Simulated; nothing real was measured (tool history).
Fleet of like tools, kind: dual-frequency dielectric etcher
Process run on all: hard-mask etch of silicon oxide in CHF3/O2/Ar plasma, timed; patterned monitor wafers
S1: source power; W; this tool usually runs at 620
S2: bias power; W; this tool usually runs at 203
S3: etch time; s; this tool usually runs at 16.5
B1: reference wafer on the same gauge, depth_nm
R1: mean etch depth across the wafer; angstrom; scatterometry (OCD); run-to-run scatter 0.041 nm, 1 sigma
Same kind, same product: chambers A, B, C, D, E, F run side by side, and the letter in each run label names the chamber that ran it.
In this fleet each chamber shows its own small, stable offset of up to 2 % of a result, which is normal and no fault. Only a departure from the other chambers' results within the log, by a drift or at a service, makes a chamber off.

run   hour   S1   S2    S3      B1      R1
 1E   14.3  620  203  16.5  35.197  341.21
 2F   22.2  620  203  16.5  35.206  344.67
 3C   36.0  620  203  16.5  35.218  344.51
      39.1  -- chamber D: source power generator calibrated
 4B   45.8  620  203  16.5  35.208  339.38
 5A   57.8  620  203  16.5  35.232  344.54
 6D   72.2  620  203  16.5  35.224  345.09
 7A   84.0  620  203  16.5  35.231  344.62
 8C   93.2  620  203  16.5  35.237  345.16
     103.7  -- chamber C: bias power generator calibrated
 9D  104.4  620  203  16.5  35.239  346.12
10E  117.7  620  203  16.5  35.237  341.92
     129.5  -- chamber A: bias power generator calibrated
11B  131.5  620  163  12.5  35.262  239.71
12F  141.6  620  163  12.5  35.256  243.14
     146.5  -- chamber B: wet clean of the chamber
13C  148.7  620  163  12.5  35.263  242.94
     151.9  -- chamber E: wet clean of the chamber
14B  161.0  620  163  12.5  35.269  238.76
15A  171.5  620  163  12.5  35.261  243.58
16F  178.8  620  163  12.5  35.270  242.55
     181.4  -- chamber F: wet clean of the chamber
17E  191.1  620  223  19.0  35.281  407.51
18D  202.2  620  223  19.0  35.274  412.83
     204.8  -- chamber E: bias power generator calibrated
19B  211.6  620  223  19.0  35.295  404.61
     217.0  -- chamber D: wet clean of the chamber
20A  221.0  620  223  19.0  35.297  410.79
21D  234.5  620  223  19.0  35.285  412.39
22C  245.6  620  223  19.0  35.308  410.40
23F  260.0  620  203  16.5  35.306  345.79
24E  266.6  620  203  21.0  35.309  436.20
25B  275.4  620  203  21.0  35.312  432.74
26A  288.0  620  203  21.0  35.328  440.11
27C  295.7  620  203  21.0  35.334  439.56
28E  309.1  620  203  21.0  35.331  435.69
29F  316.3  620  203  21.0  35.342  440.77
30D  328.7  620  203  16.5  35.353  346.91
31E  336.1  620  203  16.5  35.337  343.16
32B  347.2  620  203  16.5  35.337  340.41
33F  361.2  620  203  16.5  35.343  345.68
34A  368.7  620  203  14.0  35.356  293.44
35C  375.6  620  203  14.0  35.354  293.56
36D  387.8  620  203  14.0  35.368  294.51
37B  401.5  620  203  14.0  35.369  288.51

Next, all 6 chambers run the settings below, one line each with question marks for the results. What does each chamber give?
38A  411.9  480  203  16.5       ?
38B  411.9  480  203  16.5       ?
38C  411.9  480  203  16.5       ?
38D  411.9  480  203  16.5       ?
38E  411.9  480  203  16.5       ?
38F  411.9  480  203  16.5       ?

run      R1
38A  315.29
38B  309.84
38C  313.74
38D  315.59
38E  310.58
38F  314.80
